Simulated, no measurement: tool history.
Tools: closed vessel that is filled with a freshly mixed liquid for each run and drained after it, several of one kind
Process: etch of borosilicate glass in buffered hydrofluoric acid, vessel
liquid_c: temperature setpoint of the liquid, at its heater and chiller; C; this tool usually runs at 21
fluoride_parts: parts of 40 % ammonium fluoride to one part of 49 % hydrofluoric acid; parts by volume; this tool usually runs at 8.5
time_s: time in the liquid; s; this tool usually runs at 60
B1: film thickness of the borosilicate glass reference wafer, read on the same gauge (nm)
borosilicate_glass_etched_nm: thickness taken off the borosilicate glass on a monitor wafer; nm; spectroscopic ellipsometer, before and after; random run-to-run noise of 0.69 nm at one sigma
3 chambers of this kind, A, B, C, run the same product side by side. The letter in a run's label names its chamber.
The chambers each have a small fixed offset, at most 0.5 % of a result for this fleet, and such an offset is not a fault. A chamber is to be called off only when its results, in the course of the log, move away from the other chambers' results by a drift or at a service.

Run 1B, hour 3: usual settings; B1 110. Result: borosilicate_glass_etched_nm 70.808 nm.
Run 2A, hour 8.4: usual settings; B1 110. Result: borosilicate_glass_etched_nm 73.079 nm.
Run 3C, hour 14: usual settings; B1 110. Result: borosilicate_glass_etched_nm 72.858 nm.
Run 4A, hour 17.9: usual settings; B1 110.01. Result: borosilicate_glass_etched_nm 72.237 nm.
Run 5C, hour 22.4: usual settings; B1 110. Result: borosilicate_glass_etched_nm 73.326 nm.
Run 6B, hour 27.9: usual settings; B1 110.01. Result: borosilicate_glass_etched_nm 72.333 nm.
Run 7B, hour 34: usual settings; B1 110. Result: borosilicate_glass_etched_nm 71.778 nm.
Run 8C, hour 40.3: usual settings; B1 109.99. Result: borosilicate_glass_etched_nm 74.103 nm.
Run 9A, hour 45.8: usual settings; B1 110. Result: borosilicate_glass_etched_nm 72.337 nm.
Run 10C, hour 51.3: usual settings; B1 110. Result: borosilicate_glass_etched_nm 71.808 nm.
Run 11B, hour 55.9: usual settings but fluoride_parts 7 parts by volume; B1 110.01. Result: borosilicate_glass_etched_nm 90.957 nm.
Run 12A, hour 59.4: usual settings but fluoride_parts 7 parts by volume; B1 110.02. Result: borosilicate_glass_etched_nm 90.856 nm.
Run 13C, hour 65: usual settings but fluoride_parts 7 parts by volume; B1 110.02. Result: borosilicate_glass_etched_nm 89.008 nm.
Run 14A, hour 68.1: usual settings; B1 110.01. Result: borosilicate_glass_etched_nm 72.729 nm.
Run 15B, hour 71.3: usual settings; B1 110. Result: borosilicate_glass_etched_nm 75.199 nm.
Run 16A, hour 74.3: usual settings; B1 110.01. Result: borosilicate_glass_etched_nm 73.515 nm.
Run 17B, hour 78.6: usual settings; B1 109.99. Result: borosilicate_glass_etched_nm 74.738 nm.
Run 18C, hour 85.3: usual settings; B1 110. Result: borosilicate_glass_etched_nm 72.5 nm.
At hour 87.2: chamber C: thermometer replaced.
Run 19B, hour 88.9: usual settings; B1 110. Result: borosilicate_glass_etched_nm 75.857 nm.
Run 20A, hour 92.6: usual settings; B1 110.01. Result: borosilicate_glass_etched_nm 72.53 nm.
Run 21C, hour 98: usual settings; B1 109.99. Result: borosilicate_glass_etched_nm 72.587 nm.
At hour 99: chamber A: hydrofluoric acid flow meter replaced.
Run 22A, hour 103.6: usual settings; B1 110.01. Result: borosilicate_glass_etched_nm 73.585 nm.
Run 23C, hour 107.9: usual settings; B1 110.01. Result: borosilicate_glass_etched_nm 72.144 nm.
Run 24B, hour 112.8: usual settings; B1 110. Result: borosilicate_glass_etched_nm 78.038 nm.
Run 25B, hour 116.6: usual settings; B1 110. Result: borosilicate_glass_etched_nm 78.786 nm.
Run 26A, hour 122.3: usual settings; B1 110. Result: borosilicate_glass_etched_nm 72.739 nm.
Run 27C, hour 126.8: usual settings but liquid_c 25 C; B1 109.99. Result: borosilicate_glass_etched_nm 89.234 nm.
Run 28C, hour 132.4: usual settings but liquid_c 25 C; B1 109.98. Result: borosilicate_glass_etched_nm 90.203 nm.
Run 29B, hour 136.4: usual settings but liquid_c 25 C; B1 110. Result: borosilicate_glass_etched_nm 99.812 nm.

All chambers now run identical settings, listed one chamber a line with results as question marks. What results will each chamber show?
Run 30A, hour 141.3: usual settings. Result: borosilicate_glass_etched_nm ?.
Run 30B, hour 141.3: usual settings. Result: borosilicate_glass_etched_nm ?.
Run 30C, hour 141.3: usual settings. Result: borosilicate_glass_etched_nm ?.

run  borosilicate_glass_etched_nm
30A                         72.76
30B                         81.95
30C                        72.263
